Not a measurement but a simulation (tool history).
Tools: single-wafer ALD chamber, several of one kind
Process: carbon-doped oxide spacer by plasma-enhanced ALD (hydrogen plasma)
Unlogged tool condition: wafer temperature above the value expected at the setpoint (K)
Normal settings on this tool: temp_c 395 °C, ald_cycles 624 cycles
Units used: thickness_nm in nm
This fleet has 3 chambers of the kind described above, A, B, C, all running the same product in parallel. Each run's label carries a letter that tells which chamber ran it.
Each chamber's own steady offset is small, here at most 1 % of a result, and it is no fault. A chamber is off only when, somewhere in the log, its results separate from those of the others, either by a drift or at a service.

| run | hour | temp_c | ald_cycles | hours since the last thermocouple change | read-back reference wafer on the same gauge, thickness_nm | thickness_nm |
|---|---|---|---|---|---|---|
| 1C | 10.3 | 395 | 624 | 615.6 | 26.894 | 30.963 |
| 2B | 17.7 | 395 | 624 | 1559.4 | 26.885 | 30.937 |
| 3A | 24 | 395 | 624 | 2164.8 | 26.867 | 31.506 |
| 4A | 29.4 | 395 | 624 | 2170.2 | 26.877 | 31.348 |
| 5C | 37 | 384 | 624 | 642.3 | 26.88 | 31.015 |
| 6B | 43.8 | 384 | 624 | 1585.5 | 26.869 | 30.941 |
| 7C | 53.9 | 384 | 624 | 659.2 | 26.873 | 31.005 |
| 8A | 63.6 | 395 | 624 | 2204.4 | 26.863 | 31.426 |
| 9B | 73.4 | 395 | 624 | 1615.1 | 26.843 | 30.954 |
| 10B | 83.1 | 395 | 624 | 1624.8 | 26.855 | 30.884 |
| 11C | 90 | 395 | 624 | 695.3 | 26.844 | 30.912 |
| 12A | 99.2 | 395 | 624 | 2240 | 26.821 | 31.343 |
| 13C | 109 | 395 | 624 | 714.3 | 26.822 | 30.848 |
| 14A | 119.2 | 395 | 624 | 2260 | 26.821 | 31.333 |
| 15B | 128.3 | 395 | 624 | 1670 | 26.813 | 30.864 |
|  | 132.6 | chamber A: thermocouple changed; heater temperature recalibrated |
| 16B | 134.6 | 395 | 624 | 1676.3 | 26.816 | 30.911 |
| 17A | 140.3 | 395 | 624 | 7.8 | 26.807 | 31.408 |
| 18C | 148.6 | 395 | 624 | 753.9 | 26.806 | 30.904 |
| 19A | 157.5 | 395 | 624 | 25 | 26.801 | 31.277 |
| 20C | 162.7 | 405 | 696 | 768 | 26.79 | 33.61 |
| 21B | 172 | 405 | 696 | 1713.7 | 26.773 | 33.755 |
| 22B | 180.4 | 405 | 696 | 1722.1 | 26.783 | 33.73 |
| 23A | 186.4 | 385 | 668 | 53.9 | 26.766 | 33.408 |
| 24C | 197.9 | 385 | 668 | 803.2 | 26.771 | 33.004 |
| 25C | 208 | 385 | 668 | 813.3 | 26.776 | 33.036 |
| 26B | 214.9 | 407 | 624 | 1756.6 | 26.755 | 30.047 |
| 27A | 222.3 | 407 | 624 | 89.8 | 26.749 | 30.682 |
| 28B | 228.8 | 407 | 624 | 1770.5 | 26.752 | 30.016 |
| 29C | 240 | 395 | 624 | 845.3 | 26.738 | 30.787 |
| 30A | 250 | 395 | 624 | 117.5 | 26.737 | 31.363 |
| 31B | 255.4 | 381 | 528 | 1797.1 | 26.728 | 26.084 |
| 32C | 265.8 | 381 | 528 | 871.1 | 26.721 | 26.031 |

The same settings go to every chamber for the next run, one line per chamber below. Forecast the results for each:
| 33A | 274.1 | 395 | 624 |  |  | ? |
| 33B | 274.1 | 395 | 624 |  |  | ? |
| 33C | 274.1 | 395 | 624 |  |  | ? |

| run | thickness_nm |
|---|---|
| 33A | 31.221 |
| 33B | 30.716 |
| 33C | 30.929 |

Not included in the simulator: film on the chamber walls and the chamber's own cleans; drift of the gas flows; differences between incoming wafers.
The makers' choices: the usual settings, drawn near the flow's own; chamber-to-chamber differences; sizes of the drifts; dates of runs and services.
